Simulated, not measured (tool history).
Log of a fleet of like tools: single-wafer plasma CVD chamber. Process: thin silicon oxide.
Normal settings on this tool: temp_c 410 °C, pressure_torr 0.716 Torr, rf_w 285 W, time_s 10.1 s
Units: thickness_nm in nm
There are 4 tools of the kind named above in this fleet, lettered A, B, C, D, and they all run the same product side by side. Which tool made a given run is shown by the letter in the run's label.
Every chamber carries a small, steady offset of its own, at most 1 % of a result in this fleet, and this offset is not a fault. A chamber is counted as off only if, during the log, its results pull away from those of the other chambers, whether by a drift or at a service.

| run | hour | temp_c | pressure_torr | rf_w | time_s | hours since the last thermocouple change | hours since the last RF generator calibration | hours since the last manometer calibration | read-back reference wafer on the same gauge, thickness_nm | thickness_nm |
|---|---|---|---|---|---|---|---|---|---|---|
| 1D | 10.5 | 410 | 0.716 | 285 | 10.1 | 1809.7 | 834.9 | 124.1 | 16.089 | 16.111 |
| 2A | 19.3 | 410 | 0.716 | 285 | 10.1 | 1899.7 | 503.5 | 1722.8 | 16.094 | 16.183 |
| 3B | 33.0 | 410 | 0.716 | 285 | 10.1 | 710.1 | 1833.6 | 1151.4 | 16.090 | 16.292 |
| 4C | 40.8 | 410 | 0.716 | 285 | 10.1 | 513.2 | 451.1 | 486.2 | 16.085 | 16.135 |
| 5D | 54.2 | 410 | 0.716 | 285 | 10.1 | 1853.4 | 878.6 | 167.8 | 16.092 | 16.055 |
| 6B | 66.7 | 410 | 0.716 | 285 | 10.1 | 743.8 | 1867.3 | 1185.1 | 16.085 | 16.220 |
| 7C | 78.1 | 410 | 0.716 | 285 | 10.1 | 550.5 | 488.4 | 523.5 | 16.083 | 16.165 |
| 8A | 90.0 | 410 | 0.716 | 285 | 10.1 | 1970.4 | 574.2 | 1793.5 | 16.080 | 16.101 |
|  | 97.4 | chamber A: capacitance manometer re-zeroed and calibrated |
| 9A | 98.5 | 410 | 0.716 | 320 | 11.7 | 1978.9 | 582.7 | 1.1 | 16.077 | 19.601 |
| 10D | 106.5 | 410 | 0.716 | 320 | 11.7 | 1905.7 | 930.9 | 220.1 | 16.083 | 19.504 |
| 11B | 113.0 | 410 | 0.716 | 320 | 11.7 | 790.1 | 1913.6 | 1231.4 | 16.072 | 19.735 |
| 12C | 123.0 | 410 | 0.716 | 320 | 11.7 | 595.4 | 533.3 | 568.4 | 16.077 | 19.607 |
| 13A | 130.3 | 410 | 0.716 | 285 | 10.1 | 2010.7 | 614.5 | 32.9 | 16.077 | 16.162 |
| 14B | 138.8 | 410 | 0.716 | 285 | 10.1 | 815.9 | 1939.4 | 1257.2 | 16.076 | 16.271 |
| 15D | 149.9 | 410 | 0.867 | 315 | 10.1 | 1949.1 | 974.3 | 263.5 | 16.064 | 20.054 |
| 16C | 158.8 | 410 | 0.867 | 315 | 10.1 | 631.2 | 569.1 | 604.2 | 16.063 | 20.116 |
| 17A | 172.8 | 410 | 0.867 | 315 | 10.1 | 2053.2 | 657.0 | 75.4 | 16.065 | 20.070 |
| 18B | 183.1 | 410 | 0.867 | 315 | 10.1 | 860.2 | 1983.7 | 1301.5 | 16.062 | 20.276 |
| 19C | 196.2 | 410 | 0.716 | 285 | 10.1 | 668.6 | 606.5 | 641.6 | 16.057 | 16.183 |
| 20D | 208.6 | 410 | 0.716 | 285 | 10.1 | 2007.8 | 1033.0 | 322.2 | 16.055 | 16.033 |
| 21D | 216.7 | 410 | 0.716 | 285 | 10.1 | 2015.9 | 1041.1 | 330.3 | 16.052 | 16.045 |
| 22A | 225.9 | 401 | 0.783 | 285 | 10.1 | 2106.3 | 710.1 | 128.5 | 16.050 | 17.676 |
| 23B | 232.3 | 401 | 0.783 | 285 | 10.1 | 909.4 | 2032.9 | 1350.7 | 16.044 | 17.841 |
| 24C | 247.2 | 401 | 0.783 | 285 | 10.1 | 719.6 | 657.5 | 692.6 | 16.047 | 17.746 |
| 25A | 259.5 | 401 | 0.783 | 285 | 10.1 | 2139.9 | 743.7 | 162.1 | 16.046 | 17.681 |
| 26D | 272.8 | 410 | 0.833 | 285 | 10.1 | 2072.0 | 1097.2 | 386.4 | 16.043 | 18.559 |
| 27C | 280.3 | 410 | 0.833 | 285 | 10.1 | 752.7 | 690.6 | 725.7 | 16.039 | 18.578 |
| 28B | 293.7 | 410 | 0.833 | 285 | 10.1 | 970.8 | 2094.3 | 1412.1 | 16.035 | 18.852 |
| 29C | 302.5 | 410 | 0.833 | 285 | 10.1 | 774.9 | 712.8 | 747.9 | 16.040 | 18.607 |
| 30A | 312.1 | 410 | 0.716 | 285 | 10.1 | 2192.5 | 796.3 | 214.7 | 16.031 | 16.104 |
| 31D | 320.6 | 410 | 0.716 | 285 | 10.1 | 2119.8 | 1145.0 | 434.2 | 16.032 | 16.013 |
| 32B | 332.5 | 410 | 0.716 | 285 | 10.1 | 1009.6 | 2133.1 | 1450.9 | 16.028 | 16.204 |
| 33D | 345.4 | 410 | 0.621 | 285 | 10.1 | 2144.6 | 1169.8 | 459.0 | 16.022 | 13.759 |
| 34A | 351.9 | 410 | 0.621 | 285 | 10.1 | 2232.3 | 836.1 | 254.5 | 16.028 | 13.866 |
|  | 357.4 | chamber D: thermocouple changed; heater temperature recalibrated |
| 35B | 361.5 | 410 | 0.621 | 285 | 10.1 | 1038.6 | 2162.1 | 1479.9 | 16.018 | 13.867 |
| 36C | 369.2 | 410 | 0.621 | 285 | 10.1 | 841.6 | 779.5 | 814.6 | 16.019 | 13.890 |
| 37A | 378.5 | 410 | 0.890 | 240 | 10.1 | 2258.9 | 862.7 | 281.1 | 16.021 | 18.237 |
| 38C | 393.3 | 410 | 0.890 | 240 | 10.1 | 865.7 | 803.6 | 838.7 | 16.019 | 18.193 |
| 39D | 406.7 | 410 | 0.890 | 240 | 10.1 | 49.4 | 1231.1 | 520.3 | 16.010 | 18.187 |
| 40B | 421.1 | 410 | 0.890 | 240 | 10.1 | 1098.2 | 2221.7 | 1539.5 | 16.012 | 18.463 |
| 41B | 435.6 | 410 | 0.716 | 285 | 10.1 | 1112.7 | 2236.2 | 1554.0 | 16.011 | 16.166 |

Predict what each chamber gives when all 4 of them run the settings below next.
| 42A | 446.4 | 410 | 0.716 | 285 | 10.1 |  |  |  |  | ? |
| 42B | 446.4 | 410 | 0.716 | 285 | 10.1 |  |  |  |  | ? |
| 42C | 446.4 | 410 | 0.716 | 285 | 10.1 |  |  |  |  | ? |
| 42D | 446.4 | 410 | 0.716 | 285 | 10.1 |  |  |  |  | ? |

| run | thickness_nm |
|---|---|
| 42A | 16.109 |
| 42B | 16.176 |
| 42C | 16.099 |
| 42D | 15.972 |

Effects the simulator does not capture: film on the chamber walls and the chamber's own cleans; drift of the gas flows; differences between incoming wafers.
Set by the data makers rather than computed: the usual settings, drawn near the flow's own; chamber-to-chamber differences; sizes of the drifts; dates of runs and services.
